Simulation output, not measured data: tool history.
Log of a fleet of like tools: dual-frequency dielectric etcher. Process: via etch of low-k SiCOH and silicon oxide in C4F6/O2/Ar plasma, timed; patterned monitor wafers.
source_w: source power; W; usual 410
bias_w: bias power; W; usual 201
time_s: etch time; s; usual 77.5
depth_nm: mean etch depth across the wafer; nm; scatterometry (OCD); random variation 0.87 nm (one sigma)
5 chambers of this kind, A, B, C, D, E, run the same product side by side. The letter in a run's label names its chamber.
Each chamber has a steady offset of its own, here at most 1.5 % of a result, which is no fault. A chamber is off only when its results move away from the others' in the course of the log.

run,hour,source_w,bias_w,time_s,hours since the last wet clean,hours since the last source power generator calibration,hours since the last bias power generator calibration,"read-back reference wafer on the same gauge, depth_nm",depth_nm
1B,6.4,410,201,77.5,288.7,837.5,793.1,194.82,229.21
2C,11.5,410,201,77.5,286.9,2904.0,580.6,194.88,228.41
3E,22.5,410,201,77.5,428.3,2759.7,3090.1,194.79,229.98
4A,30.5,410,201,77.5,114.1,1002.6,3607.0,195.01,225.82
5D,40.3,410,249,77.5,400.7,951.7,1096.0,195.12,242.90
6B,45.6,410,249,77.5,327.9,876.7,832.3,195.01,245.32
7A,51.8,410,249,77.5,135.4,1023.9,3628.3,194.90,242.51
8D,62.8,410,249,77.5,423.2,974.2,1118.5,194.96,244.48
9E,69.7,410,249,77.5,475.5,2806.9,3137.3,195.06,246.32
10C,76.0,410,201,77.5,351.4,2968.5,645.1,194.87,228.94
11A,85.4,410,201,77.5,169.0,1057.5,3661.9,195.05,225.98
12D,96.0,410,201,77.5,456.4,1007.4,1151.7,195.09,226.87
# hour 96.7: chamber B: wet clean of the chamber
13C,101.3,410,201,77.5,376.7,2993.8,670.4,194.94,227.66
# hour 108.6: chamber E: wet clean of the chamber
14E,111.9,410,201,77.5,3.4,2849.1,3179.5,194.85,235.93
15B,120.9,410,201,77.5,24.3,952.0,907.6,195.10,226.96
16D,130.0,410,201,77.5,490.4,1041.4,1185.7,194.84,227.37
17C,139.6,410,229,77.5,415.0,3032.1,708.7,195.08,238.58
18A,146.8,410,229,77.5,230.4,1118.9,3723.3,195.01,236.05
19E,156.7,410,229,77.5,48.2,2893.9,3224.3,194.85,246.69
20B,165.9,410,229,77.5,69.3,997.0,952.6,194.88,238.67
21A,173.7,410,229,77.5,257.3,1145.8,3750.2,194.94,235.86
22E,179.2,410,201,77.5,70.7,2916.4,3246.8,194.82,236.64
23D,186.5,410,201,77.5,546.9,1097.9,1242.2,194.92,227.36
# hour 187.9: chamber D: wet clean of the chamber
24B,197.7,410,201,77.5,101.1,1028.8,984.4,195.09,227.83
25C,208.6,410,201,77.5,484.0,3101.1,777.7,195.06,229.28
26A,218.7,410,221,58.5,302.3,1190.8,3795.2,195.06,177.54
27D,230.4,410,221,58.5,42.6,1141.8,1286.1,194.87,177.23
28C,238.0,410,221,58.5,513.4,3130.5,807.1,195.06,177.03
29B,249.6,410,221,58.5,153.0,1080.7,1036.3,194.92,178.69
30E,257.8,410,221,58.5,149.3,2995.0,3325.4,194.82,182.95
31C,265.2,410,201,77.5,540.6,3157.7,834.3,195.02,227.82
32B,272.7,410,201,77.5,176.1,1103.8,1059.4,194.93,227.02
33D,282.6,410,201,77.5,94.8,1194.0,1338.3,195.26,227.96
34E,293.0,410,201,77.5,184.5,3030.2,3360.6,195.08,236.99
35A,300.2,410,201,77.5,383.8,1272.3,3876.7,194.97,226.62

All 5 chambers run these settings next. Forecast each chamber's results:
36A,308.5,410,201,77.5,,,,,?
36B,308.5,410,201,77.5,,,,,?
36C,308.5,410,201,77.5,,,,,?
36D,308.5,410,201,77.5,,,,,?
36E,308.5,410,201,77.5,,,,,?

run,depth_nm
36A,225.82
36B,227.97
36C,228.59
36D,227.33
36E,235.51
